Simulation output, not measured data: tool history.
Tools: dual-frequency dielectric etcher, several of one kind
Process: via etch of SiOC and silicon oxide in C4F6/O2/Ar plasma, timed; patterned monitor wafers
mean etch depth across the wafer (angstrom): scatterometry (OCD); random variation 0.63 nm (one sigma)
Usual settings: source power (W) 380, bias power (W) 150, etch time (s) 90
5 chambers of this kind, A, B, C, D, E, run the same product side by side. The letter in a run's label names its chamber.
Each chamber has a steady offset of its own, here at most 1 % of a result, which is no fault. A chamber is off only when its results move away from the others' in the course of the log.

run	hour	source power (W)	bias power (W)	etch time (s)	read-back reference wafer on the same gauge, depth_nm	mean etch depth across the wafer (angstrom)
1A	9.1	380	150	90	99.9	938.12
2B	21.5	380	150	90	99.777	939.88
3E	32	380	150	90	99.755	940.81
4D	38.8	380	150	90	99.901	940.57
5C	51.7	380	150	90	99.839	931.12
6C	58.6	380	150	90	99.806	946.37
7D	71.2	380	150	90	99.909	935.66
8A	82.7	380	150	90	99.791	930.3
9E	91.9	380	150	90	99.806	937.66
10B	101	380	150	90	99.943	942.68
11B	110.5	380	150	90	100.02	933.04
12E	119.7	380	150	90	100.05	943.02
13D	130.1	380	150	90	99.852	925.22
14C	143.4	380	150	105	100.02	1101.7
15A	159.2	380	150	105	99.977	1084.5
16D	172.6	380	150	105	99.838	1081.8
17C	187.8	380	150	105	99.746	1086
18A	202.9	380	150	105	99.879	1091.1
19B	213.4	380	150	90	99.961	934.83
20E	220.8	380	150	90	99.797	928.31
21B	235.8	380	150	90	99.947	943.3
22C	243.1	380	150	90	99.989	929.23
23D	253	380	150	90	99.968	946.21
# hour 260.7: chamber A: wet clean of the chamber
24E	263.4	380	150	90	99.755	929.67
# hour 268.4: chamber B: wet clean of the chamber
25A	277.7	380	150	90	99.851	928.93
26D	292.1	380	150	90	99.942	927.21
# hour 297: chamber D: wet clean of the chamber
27C	307	380	150	90	99.919	947.43
# hour 310.1: chamber E: wet clean of the chamber
28B	320.6	380	150	90	99.951	926
29E	328.9	380	150	90	99.909	943.25
30A	343.4	380	150	90	99.911	927.07
# hour 350.9: chamber C: wet clean of the chamber
31D	352.8	380	150	90	100.01	944.28
32C	368.1	380	150	90	99.785	928.41
33E	376.4	380	150	90	99.85	932.17
34A	391.7	380	150	90	99.76	920.65
35B	399.6	380	150	90	100.04	943.07
36E	410.1	380	150	90	99.943	937.4
37C	418.2	380	150	90	100.01	939.24
38D	433.1	380	150	90	100.01	944.38
39B	445.5	380	171	90	100.1	992.56

All 5 chambers run these settings next. Forecast each chamber's results:
40A	456.8	380	181	90		?
40B	456.8	380	181	90		?
40C	456.8	380	181	90		?
40D	456.8	380	181	90		?
40E	456.8	380	181	90		?

run	mean etch depth across the wafer (angstrom)
40A	990.49
40B	999.85
40C	991.77
40D	991.47
40E	995.71
